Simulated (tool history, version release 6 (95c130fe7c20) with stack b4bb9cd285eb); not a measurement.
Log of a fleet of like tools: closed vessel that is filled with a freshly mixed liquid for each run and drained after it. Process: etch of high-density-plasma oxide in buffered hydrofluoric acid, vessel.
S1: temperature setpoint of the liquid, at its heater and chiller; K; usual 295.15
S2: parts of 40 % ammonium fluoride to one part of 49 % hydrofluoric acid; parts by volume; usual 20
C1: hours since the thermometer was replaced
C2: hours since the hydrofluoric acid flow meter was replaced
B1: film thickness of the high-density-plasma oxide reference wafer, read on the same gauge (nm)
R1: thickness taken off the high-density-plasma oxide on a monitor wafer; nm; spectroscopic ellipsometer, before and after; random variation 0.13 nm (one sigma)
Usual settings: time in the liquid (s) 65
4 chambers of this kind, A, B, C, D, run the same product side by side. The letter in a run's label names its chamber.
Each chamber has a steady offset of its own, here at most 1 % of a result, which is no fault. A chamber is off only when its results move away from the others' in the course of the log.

Run 1B, day 0.250: usual settings; C1 1180.6; C2 400.8; B1 119.98. Result: R1 43.255 nm.
Run 2A, day 0.412: usual settings; C1 832.0; C2 882.9; B1 119.98. Result: R1 43.610 nm.
Run 3C, day 0.600: usual settings; C1 182.3; C2 1139.2; B1 119.97. Result: R1 43.561 nm.
Run 4D, day 0.762: usual settings; C1 1035.6; C2 1653.6; B1 120.01. Result: R1 43.727 nm.
Run 5B, day 0.925: usual settings but time in the liquid (s) 35; C1 1196.8; C2 417.0; B1 120.03. Result: R1 23.302 nm.
Run 6A, day 1.146: usual settings but time in the liquid (s) 35; C1 849.6; C2 900.5; B1 120.03. Result: R1 23.411 nm.
Run 7D, day 1.379: usual settings but time in the liquid (s) 35; C1 1050.4; C2 1668.4; B1 119.99. Result: R1 23.445 nm.
Run 8C, day 1.600: usual settings but time in the liquid (s) 35; C1 206.3; C2 1163.2; B1 120.04. Result: R1 23.521 nm.
Run 9A, day 1.838: usual settings; C1 866.2; C2 917.1; B1 120.03. Result: R1 43.339 nm.
At day 1.975: chamber D: thermometer replaced.
Run 10C, day 1.992: usual settings; C1 215.7; C2 1172.6; B1 120.02. Result: R1 43.942 nm.
Run 11D, day 2.142: usual settings; C1 4.0; C2 1686.7; B1 119.98. Result: R1 43.921 nm.
Run 12B, day 2.362: usual settings; C1 1231.3; C2 451.5; B1 120.00. Result: R1 43.116 nm.
Run 13A, day 2.621: usual settings; C1 885.0; C2 935.9; B1 119.97. Result: R1 43.396 nm.
Run 14B, day 2.858: usual settings; C1 1243.2; C2 463.4; B1 120.00. Result: R1 43.404 nm.
Run 15C, day 3.025: usual settings; C1 240.5; C2 1197.4; B1 120.00. Result: R1 43.575 nm.
Run 16D, day 3.146: usual settings but S1 291.65 K; C1 28.1; C2 1710.8; B1 120.00. Result: R1 36.008 nm.
Run 17D, day 3.362: usual settings but S1 291.65 K; C1 33.3; C2 1716.0; B1 120.01. Result: R1 36.150 nm.
Run 18B, day 3.504: usual settings but S1 291.65 K; C1 1258.7; C2 478.9; B1 120.05. Result: R1 35.584 nm.
Run 19C, day 3.692: usual settings but S1 291.65 K; C1 256.5; C2 1213.4; B1 120.04. Result: R1 35.994 nm.
Run 20A, day 3.925: usual settings; C1 916.3; C2 967.2; B1 120.06. Result: R1 43.493 nm.
Run 21A, day 4.129: usual settings; C1 921.2; C2 972.1; B1 120.02. Result: R1 43.432 nm.
Run 22C, day 4.304: usual settings; C1 271.2; C2 1228.1; B1 120.02. Result: R1 43.858 nm.
Run 23D, day 4.529: usual settings; C1 61.3; C2 1744.0; B1 120.04. Result: R1 44.094 nm.
Run 24B, day 4.800: usual settings; C1 1289.8; C2 510.0; B1 120.00. Result: R1 43.220 nm.
Run 25C, day 5.042: usual settings; C1 288.9; C2 1245.8; B1 120.03. Result: R1 43.840 nm.
Run 26A, day 5.271: usual settings; C1 948.6; C2 999.5; B1 119.98. Result: R1 43.622 nm.
Run 27D, day 5.496: usual settings; C1 84.5; C2 1767.2; B1 119.99. Result: R1 44.465 nm.
Run 28B, day 5.625: usual settings; C1 1309.6; C2 529.8; B1 120.07. Result: R1 43.317 nm.
Run 29C, day 5.754: usual settings; C1 306.0; C2 1262.9; B1 120.03. Result: R1 43.813 nm.
Run 30A, day 6.008: usual settings; C1 966.3; C2 1017.2; B1 120.01. Result: R1 43.812 nm.
Run 31B, day 6.154: usual settings; C1 1322.3; C2 542.5; B1 120.05. Result: R1 43.209 nm.
Run 32D, day 6.350: usual settings but time in the liquid (s) 30; C1 105.0; C2 1787.7; B1 120.01. Result: R1 20.560 nm.
Run 33C, day 6.550: usual settings but time in the liquid (s) 30; C1 325.1; C2 1282.0; B1 119.98. Result: R1 20.124 nm.
Run 34D, day 6.796: usual settings but time in the liquid (s) 30; C1 115.7; C2 1798.4; B1 119.97. Result: R1 20.609 nm.
Run 35A, day 6.938: usual settings but time in the liquid (s) 30; C1 988.6; C2 1039.5; B1 119.97. Result: R1 20.136 nm.

Next, every chamber runs the same settings. What will each give?
Run 36A, day 7.133: usual settings. Result: R1 ?.
Run 36B, day 7.133: usual settings. Result: R1 ?.
Run 36C, day 7.133: usual settings. Result: R1 ?.
Run 36D, day 7.133: usual settings. Result: R1 ?.

run      R1
36A  43.520
36B  43.183
36C  43.777
36D  44.763

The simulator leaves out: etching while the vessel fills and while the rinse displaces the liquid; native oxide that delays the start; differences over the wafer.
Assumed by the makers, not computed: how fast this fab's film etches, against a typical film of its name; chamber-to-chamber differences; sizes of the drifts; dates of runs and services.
